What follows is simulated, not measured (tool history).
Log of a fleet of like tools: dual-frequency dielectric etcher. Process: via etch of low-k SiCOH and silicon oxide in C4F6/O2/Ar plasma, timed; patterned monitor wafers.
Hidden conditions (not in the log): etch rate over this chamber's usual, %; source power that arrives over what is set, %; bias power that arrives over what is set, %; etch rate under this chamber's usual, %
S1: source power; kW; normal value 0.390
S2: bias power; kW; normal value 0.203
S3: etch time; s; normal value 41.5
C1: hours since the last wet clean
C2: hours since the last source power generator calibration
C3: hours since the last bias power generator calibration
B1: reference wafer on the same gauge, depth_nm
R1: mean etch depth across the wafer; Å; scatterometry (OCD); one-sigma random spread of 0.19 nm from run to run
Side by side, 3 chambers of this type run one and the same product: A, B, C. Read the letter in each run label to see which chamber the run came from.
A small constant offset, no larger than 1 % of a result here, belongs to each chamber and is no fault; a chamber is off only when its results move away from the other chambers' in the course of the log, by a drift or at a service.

| run | hour | S1 | S2 | S3 | C1 | C2 | C3 | B1 | R1 |
|---|---|---|---|---|---|---|---|---|---|
| 1C | 10.6 | 0.390 | 0.203 | 41.5 | 365.0 | 2648.0 | 260.2 | 115.99 | 1114.30 |
| 2B | 17.6 | 0.390 | 0.203 | 41.5 | 393.8 | 2496.4 | 763.0 | 116.07 | 1102.00 |
| 3A | 26.9 | 0.390 | 0.203 | 41.5 | 435.7 | 1983.4 | 2165.1 | 116.11 | 1119.20 |
| 4A | 35.9 | 0.390 | 0.203 | 41.5 | 444.7 | 1992.4 | 2174.1 | 116.08 | 1119.20 |
| 5C | 47.0 | 0.390 | 0.203 | 41.5 | 401.4 | 2684.4 | 296.6 | 116.16 | 1113.10 |
|  | 48.4 | chamber B: wet clean of the chamber |
|  | 51.5 | chamber A: wet clean of the chamber |
| 6B | 60.1 | 0.390 | 0.203 | 41.5 | 11.8 | 2538.9 | 805.5 | 116.12 | 1108.00 |
| 7B | 67.1 | 0.390 | 0.203 | 41.5 | 18.8 | 2545.9 | 812.5 | 116.12 | 1109.60 |
| 8C | 80.0 | 0.390 | 0.203 | 41.5 | 434.4 | 2717.4 | 329.6 | 116.24 | 1110.30 |
| 9A | 86.6 | 0.390 | 0.203 | 41.5 | 35.1 | 2043.1 | 2224.8 | 116.16 | 1119.70 |
| 10C | 99.4 | 0.390 | 0.203 | 41.5 | 453.8 | 2736.8 | 349.0 | 116.25 | 1113.60 |
|  | 105.8 | chamber A: bias power generator calibrated |
| 11B | 105.9 | 0.290 | 0.203 | 49.5 | 57.6 | 2584.7 | 851.3 | 116.22 | 1174.00 |
| 12A | 113.7 | 0.290 | 0.203 | 49.5 | 62.2 | 2070.2 | 8.0 | 116.20 | 1193.80 |
| 13A | 121.0 | 0.290 | 0.203 | 49.5 | 69.5 | 2077.5 | 15.3 | 116.24 | 1193.20 |
| 14C | 131.1 | 0.390 | 0.185 | 53.5 | 485.5 | 2768.5 | 380.7 | 116.22 | 1393.60 |
| 15B | 143.8 | 0.390 | 0.185 | 53.5 | 95.5 | 2622.6 | 889.2 | 116.30 | 1387.00 |
| 16C | 156.8 | 0.390 | 0.185 | 53.5 | 511.2 | 2794.2 | 406.4 | 116.34 | 1392.70 |
| 17A | 163.6 | 0.390 | 0.203 | 41.5 | 112.1 | 2120.1 | 57.9 | 116.40 | 1121.30 |
| 18B | 173.0 | 0.390 | 0.203 | 41.5 | 124.7 | 2651.8 | 918.4 | 116.33 | 1110.40 |
| 19C | 184.5 | 0.390 | 0.203 | 41.5 | 538.9 | 2821.9 | 434.1 | 116.36 | 1117.50 |
|  | 187.9 | chamber A: source power generator calibrated |
| 20A | 194.9 | 0.390 | 0.203 | 41.5 | 143.4 | 7.1 | 89.2 | 116.37 | 1118.10 |
| 21B | 203.9 | 0.390 | 0.203 | 41.5 | 155.6 | 2682.7 | 949.3 | 116.42 | 1108.00 |
| 22C | 211.5 | 0.390 | 0.203 | 41.5 | 565.9 | 2848.9 | 461.1 | 116.42 | 1117.30 |
| 23B | 224.4 | 0.390 | 0.203 | 41.5 | 176.1 | 2703.2 | 969.8 | 116.48 | 1112.90 |
| 24A | 235.7 | 0.390 | 0.203 | 41.5 | 184.2 | 47.9 | 130.0 | 116.48 | 1122.30 |
| 25C | 242.3 | 0.390 | 0.203 | 41.5 | 596.7 | 2879.7 | 491.9 | 116.50 | 1120.60 |
| 26B | 253.7 | 0.390 | 0.203 | 41.5 | 205.4 | 2732.5 | 999.1 | 116.51 | 1112.40 |
| 27A | 266.1 | 0.390 | 0.203 | 41.5 | 214.6 | 78.3 | 160.4 | 116.56 | 1121.80 |
|  | 268.4 | chamber C: wet clean of the chamber |
| 28A | 272.9 | 0.390 | 0.203 | 41.5 | 221.4 | 85.1 | 167.2 | 116.62 | 1120.10 |
| 29B | 286.0 | 0.390 | 0.203 | 41.5 | 237.7 | 2764.8 | 1031.4 | 116.58 | 1112.80 |
| 30C | 292.5 | 0.390 | 0.203 | 41.5 | 24.2 | 2929.9 | 542.1 | 116.63 | 1118.00 |
| 31B | 306.0 | 0.290 | 0.160 | 41.5 | 257.7 | 2784.8 | 1051.4 | 116.58 | 918.11 |
| 32C | 319.7 | 0.290 | 0.160 | 41.5 | 51.4 | 2957.1 | 569.3 | 116.65 | 921.02 |
| 33A | 331.1 | 0.290 | 0.160 | 41.5 | 279.6 | 143.3 | 225.4 | 116.63 | 926.19 |
| 34A | 337.3 | 0.390 | 0.203 | 41.5 | 285.8 | 149.5 | 231.6 | 116.69 | 1125.20 |
| 35C | 349.5 | 0.390 | 0.203 | 41.5 | 81.2 | 2986.9 | 599.1 | 116.73 | 1122.20 |
| 36B | 356.9 | 0.390 | 0.182 | 41.5 | 308.6 | 2835.7 | 1102.3 | 116.74 | 1074.20 |
| 37C | 363.8 | 0.390 | 0.182 | 41.5 | 95.5 | 3001.2 | 613.4 | 116.74 | 1081.70 |
| 38B | 376.5 | 0.390 | 0.182 | 41.5 | 328.2 | 2855.3 | 1121.9 | 116.76 | 1076.00 |
| 39A | 385.8 | 0.390 | 0.203 | 41.5 | 334.3 | 198.0 | 280.1 | 116.78 | 1123.70 |

The same settings go to every chamber for the next run, one line per chamber below. Forecast the results for each:
| 40A | 395.6 | 0.390 | 0.246 | 41.5 |  |  |  |  | ? |
| 40B | 395.6 | 0.390 | 0.246 | 41.5 |  |  |  |  | ? |
| 40C | 395.6 | 0.390 | 0.246 | 41.5 |  |  |  |  | ? |

| run | R1 |
|---|---|
| 40A | 1199.00 |
| 40B | 1185.20 |
| 40C | 1190.90 |
